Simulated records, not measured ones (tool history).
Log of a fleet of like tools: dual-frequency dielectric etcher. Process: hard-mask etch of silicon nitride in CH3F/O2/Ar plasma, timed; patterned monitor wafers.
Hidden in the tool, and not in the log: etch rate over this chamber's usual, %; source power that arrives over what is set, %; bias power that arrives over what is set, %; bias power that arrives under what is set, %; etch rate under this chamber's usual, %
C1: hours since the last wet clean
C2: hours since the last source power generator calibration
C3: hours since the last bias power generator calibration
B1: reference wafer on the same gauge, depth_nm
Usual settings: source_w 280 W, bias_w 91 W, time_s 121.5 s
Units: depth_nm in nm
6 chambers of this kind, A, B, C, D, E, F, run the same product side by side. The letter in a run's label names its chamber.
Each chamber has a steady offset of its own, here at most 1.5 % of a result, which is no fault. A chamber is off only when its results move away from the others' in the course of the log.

{"hour": 0.4, "done": "chamber C: source power generator calibrated"}
{"run": "1F", "hour": 11.2, "source_w": 280, "bias_w": 91, "time_s": 121.5, "C1": 195.4, "C2": 1595.4, "C3": 2828.7, "B1": 91.308, "depth_nm": 80.582}
{"run": "2D", "hour": 25.3, "source_w": 280, "bias_w": 91, "time_s": 121.5, "C1": 417.0, "C2": 2856.5, "C3": 1833.3, "B1": 91.326, "depth_nm": 80.248}
{"run": "3A", "hour": 38.1, "source_w": 280, "bias_w": 91, "time_s": 121.5, "C1": 352.8, "C2": 57.5, "C3": 1503.9, "B1": 91.345, "depth_nm": 80.873}
{"run": "4E", "hour": 52.3, "source_w": 280, "bias_w": 91, "time_s": 121.5, "C1": 135.2, "C2": 2638.4, "C3": 2661.2, "B1": 91.339, "depth_nm": 81.301}
{"run": "5C", "hour": 60.4, "source_w": 280, "bias_w": 91, "time_s": 121.5, "C1": 108.4, "C2": 60.1, "C3": 3211.2, "B1": 91.337, "depth_nm": 80.671}
{"run": "6B", "hour": 73.3, "source_w": 280, "bias_w": 91, "time_s": 121.5, "C1": 501.0, "C2": 675.0, "C3": 2574.9, "B1": 91.341, "depth_nm": 80.184}
{"run": "7D", "hour": 86.7, "source_w": 280, "bias_w": 91, "time_s": 121.5, "C1": 478.4, "C2": 2917.9, "C3": 1894.7, "B1": 91.374, "depth_nm": 80.357}
{"run": "8C", "hour": 94.3, "source_w": 280, "bias_w": 91, "time_s": 121.5, "C1": 142.3, "C2": 94.0, "C3": 3245.1, "B1": 91.383, "depth_nm": 80.79}
{"hour": 100.2, "done": "chamber B: wet clean of the chamber"}
{"run": "9E", "hour": 107.1, "source_w": 280, "bias_w": 91, "time_s": 121.5, "C1": 190.0, "C2": 2693.2, "C3": 2716.0, "B1": 91.414, "depth_nm": 81.361}
{"run": "10F", "hour": 115.3, "source_w": 280, "bias_w": 91, "time_s": 121.5, "C1": 299.5, "C2": 1699.5, "C3": 2932.8, "B1": 91.402, "depth_nm": 80.513}
{"hour": 120.5, "done": "chamber D: wet clean of the chamber"}
{"run": "11A", "hour": 129.9, "source_w": 280, "bias_w": 91, "time_s": 121.5, "C1": 444.6, "C2": 149.3, "C3": 1595.7, "B1": 91.42, "depth_nm": 80.92}
{"run": "12B", "hour": 141.3, "source_w": 280, "bias_w": 91, "time_s": 121.5, "C1": 41.2, "C2": 743.0, "C3": 2642.9, "B1": 91.476, "depth_nm": 80.119}
{"run": "13F", "hour": 152.0, "source_w": 280, "bias_w": 91, "time_s": 121.5, "C1": 336.2, "C2": 1736.2, "C3": 2969.5, "B1": 91.444, "depth_nm": 80.557}
{"run": "14D", "hour": 162.8, "source_w": 280, "bias_w": 91, "time_s": 121.5, "C1": 42.4, "C2": 2994.0, "C3": 1970.8, "B1": 91.422, "depth_nm": 80.516}
{"run": "15C", "hour": 170.6, "source_w": 280, "bias_w": 91, "time_s": 121.5, "C1": 218.6, "C2": 170.3, "C3": 3321.4, "B1": 91.441, "depth_nm": 80.732}
{"run": "16B", "hour": 185.4, "source_w": 280, "bias_w": 91, "time_s": 121.5, "C1": 85.3, "C2": 787.1, "C3": 2687.0, "B1": 91.465, "depth_nm": 80.03}
{"run": "17E", "hour": 196.8, "source_w": 280, "bias_w": 91, "time_s": 121.5, "C1": 279.7, "C2": 2782.9, "C3": 2805.7, "B1": 91.48, "depth_nm": 81.539}
{"run": "18A", "hour": 208.9, "source_w": 280, "bias_w": 91, "time_s": 121.5, "C1": 523.6, "C2": 228.3, "C3": 1674.7, "B1": 91.469, "depth_nm": 81.041}
{"run": "19E", "hour": 219.6, "source_w": 280, "bias_w": 91, "time_s": 121.5, "C1": 302.5, "C2": 2805.7, "C3": 2828.5, "B1": 91.529, "depth_nm": 81.404}
{"run": "20D", "hour": 234.3, "source_w": 280, "bias_w": 91, "time_s": 121.5, "C1": 113.9, "C2": 3065.5, "C3": 2042.3, "B1": 91.511, "depth_nm": 80.503}
{"run": "21F", "hour": 243.3, "source_w": 280, "bias_w": 91, "time_s": 121.5, "C1": 427.5, "C2": 1827.5, "C3": 3060.8, "B1": 91.484, "depth_nm": 80.655}
{"hour": 245.1, "done": "chamber A: wet clean of the chamber"}
{"run": "22C", "hour": 255.0, "source_w": 280, "bias_w": 91, "time_s": 121.5, "C1": 303.0, "C2": 254.7, "C3": 3405.8, "B1": 91.546, "depth_nm": 80.749}
{"run": "23B", "hour": 264.9, "source_w": 280, "bias_w": 91, "time_s": 121.5, "C1": 164.8, "C2": 866.6, "C3": 2766.5, "B1": 91.546, "depth_nm": 80.272}
{"run": "24A", "hour": 275.8, "source_w": 230, "bias_w": 91, "time_s": 121.5, "C1": 30.7, "C2": 295.2, "C3": 1741.6, "B1": 91.549, "depth_nm": 75.434}
{"run": "25F", "hour": 288.3, "source_w": 230, "bias_w": 91, "time_s": 121.5, "C1": 472.5, "C2": 1872.5, "C3": 3105.8, "B1": 91.568, "depth_nm": 75.002}
{"hour": 294.5, "done": "chamber E: bias power generator calibrated"}
{"run": "26D", "hour": 302.6, "source_w": 230, "bias_w": 91, "time_s": 121.5, "C1": 182.2, "C2": 3133.8, "C3": 2110.6, "B1": 91.564, "depth_nm": 74.845}
{"run": "27C", "hour": 312.7, "source_w": 230, "bias_w": 91, "time_s": 121.5, "C1": 360.7, "C2": 312.4, "C3": 3463.5, "B1": 91.578, "depth_nm": 75.123}
{"run": "28B", "hour": 323.6, "source_w": 230, "bias_w": 91, "time_s": 121.5, "C1": 223.5, "C2": 925.3, "C3": 2825.2, "B1": 91.604, "depth_nm": 74.485}
{"run": "29E", "hour": 331.9, "source_w": 230, "bias_w": 91, "time_s": 121.5, "C1": 414.8, "C2": 2918.0, "C3": 37.4, "B1": 91.595, "depth_nm": 75.895}
{"run": "30A", "hour": 340.3, "source_w": 280, "bias_w": 91, "time_s": 121.5, "C1": 95.2, "C2": 359.7, "C3": 1806.1, "B1": 91.603, "depth_nm": 81.121}
{"run": "31F", "hour": 353.2, "source_w": 260, "bias_w": 91, "time_s": 121.5, "C1": 537.4, "C2": 1937.4, "C3": 3170.7, "B1": 91.642, "depth_nm": 78.532}
{"hour": 363.4, "done": "chamber F: wet clean of the chamber"}
{"run": "32E", "hour": 367.1, "source_w": 260, "bias_w": 91, "time_s": 121.5, "C1": 450.0, "C2": 2953.2, "C3": 72.6, "B1": 91.633, "depth_nm": 79.532}
{"run": "33B", "hour": 376.7, "source_w": 260, "bias_w": 91, "time_s": 121.5, "C1": 276.6, "C2": 978.4, "C3": 2878.3, "B1": 91.639, "depth_nm": 78.418}
{"run": "34D", "hour": 383.7, "source_w": 260, "bias_w": 91, "time_s": 121.5, "C1": 263.3, "C2": 3214.9, "C3": 2191.7, "B1": 91.647, "depth_nm": 78.298}
{"hour": 388.3, "done": "chamber E: wet clean of the chamber"}
{"hour": 392.8, "done": "chamber D: bias power generator calibrated"}
{"run": "35A", "hour": 392.8, "source_w": 260, "bias_w": 91, "time_s": 121.5, "C1": 147.7, "C2": 412.2, "C3": 1858.6, "B1": 91.678, "depth_nm": 78.894}
{"hour": 398.4, "done": "chamber C: wet clean of the chamber"}
{"run": "36C", "hour": 405.2, "source_w": 260, "bias_w": 91, "time_s": 121.5, "C1": 6.9, "C2": 404.9, "C3": 3556.0, "B1": 91.699, "depth_nm": 78.663}
{"hour": 406.9, "done": "chamber F: source power generator calibrated"}
{"run": "37E", "hour": 412.2, "source_w": 280, "bias_w": 91, "time_s": 121.5, "C1": 24.0, "C2": 2998.3, "C3": 117.7, "B1": 91.699, "depth_nm": 81.655}
{"run": "38B", "hour": 421.6, "source_w": 280, "bias_w": 91, "time_s": 108.5, "C1": 321.5, "C2": 1023.3, "C3": 2923.2, "B1": 91.678, "depth_nm": 71.781}
{"run": "39A", "hour": 436.6, "source_w": 280, "bias_w": 91, "time_s": 108.5, "C1": 191.5, "C2": 456.0, "C3": 1902.4, "B1": 91.706, "depth_nm": 72.499}
{"run": "40F", "hour": 443.7, "source_w": 280, "bias_w": 91, "time_s": 108.5, "C1": 80.4, "C2": 36.8, "C3": 3261.2, "B1": 91.695, "depth_nm": 72.105}
{"run": "41D", "hour": 454.6, "source_w": 280, "bias_w": 91, "time_s": 108.5, "C1": 334.2, "C2": 3285.8, "C3": 61.8, "B1": 91.72, "depth_nm": 72.074}
{"run": "42C", "hour": 467.5, "source_w": 280, "bias_w": 91, "time_s": 108.5, "C1": 69.2, "C2": 467.2, "C3": 3618.3, "B1": 91.729, "depth_nm": 72.365}
{"run": "43A", "hour": 478.6, "source_w": 280, "bias_w": 91, "time_s": 108.5, "C1": 233.5, "C2": 498.0, "C3": 1944.4, "B1": 91.751, "depth_nm": 72.736}
{"run": "44F", "hour": 485.6, "source_w": 280, "bias_w": 91, "time_s": 121.5, "C1": 122.3, "C2": 78.7, "C3": 3303.1, "B1": 91.721, "depth_nm": 80.907}

All 6 chambers run these settings next. Forecast each chamber's results:
{"run": "45A", "hour": 496.4, "source_w": 220, "bias_w": 91, "time_s": 121.5, "depth_nm": "?"}
{"run": "45B", "hour": 496.4, "source_w": 220, "bias_w": 91, "time_s": 121.5, "depth_nm": "?"}
{"run": "45C", "hour": 496.4, "source_w": 220, "bias_w": 91, "time_s": 121.5, "depth_nm": "?"}
{"run": "45D", "hour": 496.4, "source_w": 220, "bias_w": 91, "time_s": 121.5, "depth_nm": "?"}
{"run": "45E", "hour": 496.4, "source_w": 220, "bias_w": 91, "time_s": 121.5, "depth_nm": "?"}
{"run": "45F", "hour": 496.4, "source_w": 220, "bias_w": 91, "time_s": 121.5, "depth_nm": "?"}

run=45A depth_nm=74.353
run=45B depth_nm=73.740
run=45C depth_nm=73.973
run=45D depth_nm=73.680
run=45E depth_nm=74.893
run=45F depth_nm=73.998
